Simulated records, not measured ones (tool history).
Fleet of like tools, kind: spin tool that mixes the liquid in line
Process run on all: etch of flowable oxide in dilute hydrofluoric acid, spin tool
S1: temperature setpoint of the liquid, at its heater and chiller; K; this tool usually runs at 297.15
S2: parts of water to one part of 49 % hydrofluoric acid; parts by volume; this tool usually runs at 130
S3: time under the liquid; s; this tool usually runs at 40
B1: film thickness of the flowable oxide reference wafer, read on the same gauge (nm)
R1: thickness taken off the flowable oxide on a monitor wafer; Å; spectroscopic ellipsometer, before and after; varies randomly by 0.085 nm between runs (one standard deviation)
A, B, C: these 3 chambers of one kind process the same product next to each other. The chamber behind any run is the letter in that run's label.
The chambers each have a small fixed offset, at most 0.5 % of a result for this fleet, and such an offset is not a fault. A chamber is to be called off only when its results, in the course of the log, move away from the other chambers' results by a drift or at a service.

run 1C day=0.408 | S1=297.15 S2=130 S3=40 | B1=79.991 | R1=146.71
run 2A day=0.621 | S1=297.15 S2=130 S3=40 | B1=79.991 | R1=149.61
run 3B day=0.904 | S1=297.15 S2=130 S3=40 | B1=80.005 | R1=148.16
run 4C day=1.1 | S1=297.15 S2=130 S3=40 | B1=80 | R1=149.28
run 5A day=1.512 | S1=297.15 S2=130 S3=40 | B1=79.989 | R1=149.71
run 6B day=1.738 | S1=297.15 S2=130 S3=40 | B1=80.026 | R1=149.4
-- day=1.988 chamber C: thermometer replaced
run 7B day=2.096 | S1=297.15 S2=130 S3=40 | B1=79.994 | R1=148.87
run 8C day=2.467 | S1=297.15 S2=130 S3=40 | B1=79.997 | R1=147.81
run 9A day=2.662 | S1=297.15 S2=130 S3=40 | B1=80.007 | R1=150.68
run 10B day=3.067 | S1=297.15 S2=130 S3=40 | B1=80 | R1=150.95
run 11A day=3.388 | S1=297.15 S2=130 S3=40 | B1=80.038 | R1=148.41
run 12C day=3.721 | S1=297.15 S2=130 S3=40 | B1=79.987 | R1=147.97
run 13A day=3.95 | S1=297.15 S2=130 S3=40 | B1=80.012 | R1=148.81
run 14B day=4.246 | S1=297.15 S2=130 S3=40 | B1=80.002 | R1=148.87
-- day=4.467 chamber A: thermometer replaced
run 15C day=4.638 | S1=297.15 S2=90 S3=40 | B1=79.961 | R1=224.62
run 16B day=5.054 | S1=297.15 S2=90 S3=40 | B1=79.989 | R1=228.67
run 17A day=5.267 | S1=297.15 S2=90 S3=40 | B1=80.014 | R1=224.76
run 18C day=5.588 | S1=297.15 S2=130 S3=40 | B1=79.977 | R1=148.61
run 19B day=6.029 | S1=297.15 S2=130 S3=40 | B1=79.992 | R1=149.63
run 20C day=6.221 | S1=297.15 S2=130 S3=40 | B1=79.979 | R1=148.81
run 21A day=6.662 | S1=297.15 S2=130 S3=40 | B1=79.988 | R1=149.58
run 22B day=7.075 | S1=297.15 S2=80 S3=40 | B1=80.022 | R1=258.92

One chamber off, gauge drift, or nothing amiss beyond the chambers' own small offsets? If it is a chamber, which one, and what is the likeliest cause?

Nothing is wrong: each chamber keeps only its own small, steady offset and the gauge holds still.
